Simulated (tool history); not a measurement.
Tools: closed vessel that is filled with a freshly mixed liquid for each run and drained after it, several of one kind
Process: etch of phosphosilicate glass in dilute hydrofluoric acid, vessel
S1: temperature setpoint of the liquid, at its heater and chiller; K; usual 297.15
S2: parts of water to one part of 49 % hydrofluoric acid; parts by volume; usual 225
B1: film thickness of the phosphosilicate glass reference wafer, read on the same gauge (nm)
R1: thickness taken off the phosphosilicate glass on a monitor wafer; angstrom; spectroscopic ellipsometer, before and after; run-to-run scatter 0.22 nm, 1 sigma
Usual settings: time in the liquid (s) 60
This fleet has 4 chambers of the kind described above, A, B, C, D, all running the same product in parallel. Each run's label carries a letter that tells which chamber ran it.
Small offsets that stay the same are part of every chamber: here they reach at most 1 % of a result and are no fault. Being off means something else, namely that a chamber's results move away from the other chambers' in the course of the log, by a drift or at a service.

Run 1D, hour 9.4: usual settings; B1 120.00. Result: R1 271.83 angstrom.
Run 2C, hour 19.8: usual settings; B1 120.01. Result: R1 270.12 angstrom.
Run 3A, hour 30.6: usual settings; B1 120.02. Result: R1 271.16 angstrom.
Run 4B, hour 41.8: usual settings; B1 120.00. Result: R1 269.17 angstrom.
Run 5D, hour 51.8: usual settings; B1 119.99. Result: R1 272.20 angstrom.
Run 6C, hour 63.7: usual settings but S2 280 parts by volume; B1 120.04. Result: R1 204.12 angstrom.
Run 7B, hour 71.9: usual settings but S2 280 parts by volume; B1 119.99. Result: R1 203.34 angstrom.
Run 8A, hour 79.1: usual settings but S2 280 parts by volume; B1 119.97. Result: R1 206.05 angstrom.
Run 9C, hour 85.6: usual settings but S2 280 parts by volume; B1 120.02. Result: R1 204.48 angstrom.
Run 10B, hour 97.3: usual settings; B1 120.02. Result: R1 268.24 angstrom.
Run 11A, hour 104.7: usual settings; B1 120.01. Result: R1 271.67 angstrom.
Run 12D, hour 114.3: usual settings; B1 120.00. Result: R1 272.89 angstrom.
Run 13A, hour 125.6: usual settings; B1 120.01. Result: R1 268.40 angstrom.
Run 14D, hour 134.3: usual settings; B1 120.01. Result: R1 272.59 angstrom.
Run 15B, hour 140.4: usual settings; B1 120.01. Result: R1 265.87 angstrom.
Run 16C, hour 146.6: usual settings; B1 120.00. Result: R1 263.12 angstrom.
Run 17C, hour 152.3: usual settings but S1 301.65 K, S2 260 parts by volume; B1 120.03. Result: R1 256.78 angstrom.
Run 18B, hour 159.3: usual settings but S1 301.65 K, S2 260 parts by volume; B1 120.01. Result: R1 258.94 angstrom.
Run 19A, hour 165.4: usual settings but S1 301.65 K, S2 260 parts by volume; B1 120.02. Result: R1 258.23 angstrom.
Run 20D, hour 176.7: usual settings but S1 301.65 K, S2 260 parts by volume; B1 120.00. Result: R1 259.10 angstrom.
Run 21D, hour 188.7: usual settings; B1 120.00. Result: R1 273.73 angstrom.
Run 22B, hour 194.3: usual settings; B1 120.00. Result: R1 267.02 angstrom.
Run 23C, hour 202.2: usual settings; B1 120.01. Result: R1 258.41 angstrom.
Run 24A, hour 214.5: usual settings; B1 119.99. Result: R1 271.29 angstrom.
Run 25C, hour 223.6: usual settings; B1 119.99. Result: R1 258.55 angstrom.
Run 26D, hour 231.4: usual settings; B1 120.00. Result: R1 274.14 angstrom.
Run 27A, hour 243.4: usual settings; B1 120.01. Result: R1 269.93 angstrom.
Run 28B, hour 254.9: usual settings; B1 120.01. Result: R1 268.18 angstrom.
Run 29D, hour 262.5: usual settings but S1 300.15 K, time in the liquid (s) 40; B1 120.04. Result: R1 200.11 angstrom.
Run 30B, hour 269.5: usual settings but S1 300.15 K, time in the liquid (s) 40; B1 120.03. Result: R1 197.77 angstrom.
Run 31C, hour 278.8: usual settings but S1 300.15 K, time in the liquid (s) 40; B1 120.01. Result: R1 190.21 angstrom.
Run 32A, hour 289.9: usual settings but S1 300.15 K, time in the liquid (s) 40; B1 120.00. Result: R1 200.37 angstrom.
Run 33A, hour 295.7: usual settings; B1 120.03. Result: R1 269.26 angstrom.
Run 34B, hour 304.2: usual settings; B1 120.01. Result: R1 268.44 angstrom.
Run 35D, hour 313.4: usual settings; B1 120.03. Result: R1 272.61 angstrom.
Run 36C, hour 324.5: usual settings; B1 119.99. Result: R1 252.83 angstrom.
Run 37A, hour 333.8: usual settings; B1 119.99. Result: R1 269.84 angstrom.
Run 38D, hour 342.8: usual settings; B1 120.00. Result: R1 270.59 angstrom.
Run 39B, hour 353.8: usual settings; B1 120.01. Result: R1 268.07 angstrom.
Run 40C, hour 360.8: usual settings; B1 120.00. Result: R1 249.31 angstrom.
Run 41A, hour 367.8: usual settings; B1 120.01. Result: R1 267.62 angstrom.
Run 42C, hour 377.9: usual settings; B1 119.99. Result: R1 251.48 angstrom.

Is one chamber off against the others, does the gauge drift, or is nothing wrong? If a chamber is off, say which, and what the likeliest cause is.

Little by little, chamber C moves away from the other chambers.
Likeliest cause: liquid colder than its thermometer reads (K) = 2.17.
The log may not separate it from: hydrofluoric acid flow below the setpoint (%).

Which of the 4 candidates below, each the usual settings with something changed and its results left as question marks, puts chamber C back in line with what the other chambers give on the usual settings?
To be in line, a result may differ from the other chambers' mean on the usual settings by at most: R1 7.70 angstrom
Run 43C-1, hour 387.3: usual settings but time in the liquid (s) 55. Result: R1 ?.
Run 43C-2, hour 387.3: usual settings but S2 210 parts by volume. Result: R1 ?.
Run 43C-3, hour 387.3: usual settings but S2 220 parts by volume. Result: R1 ?.
Run 43C-4, hour 387.3: usual settings but S2 230 parts by volume. Result: R1 ?.

What the other chambers average on the usual settings: R1 269.05 angstrom
  run      R1
43C-1  229.59
43C-2  272.15
43C-3  257.36
43C-4  243.88
43C-2 is the one that brings the chamber's results back in line with the other chambers.

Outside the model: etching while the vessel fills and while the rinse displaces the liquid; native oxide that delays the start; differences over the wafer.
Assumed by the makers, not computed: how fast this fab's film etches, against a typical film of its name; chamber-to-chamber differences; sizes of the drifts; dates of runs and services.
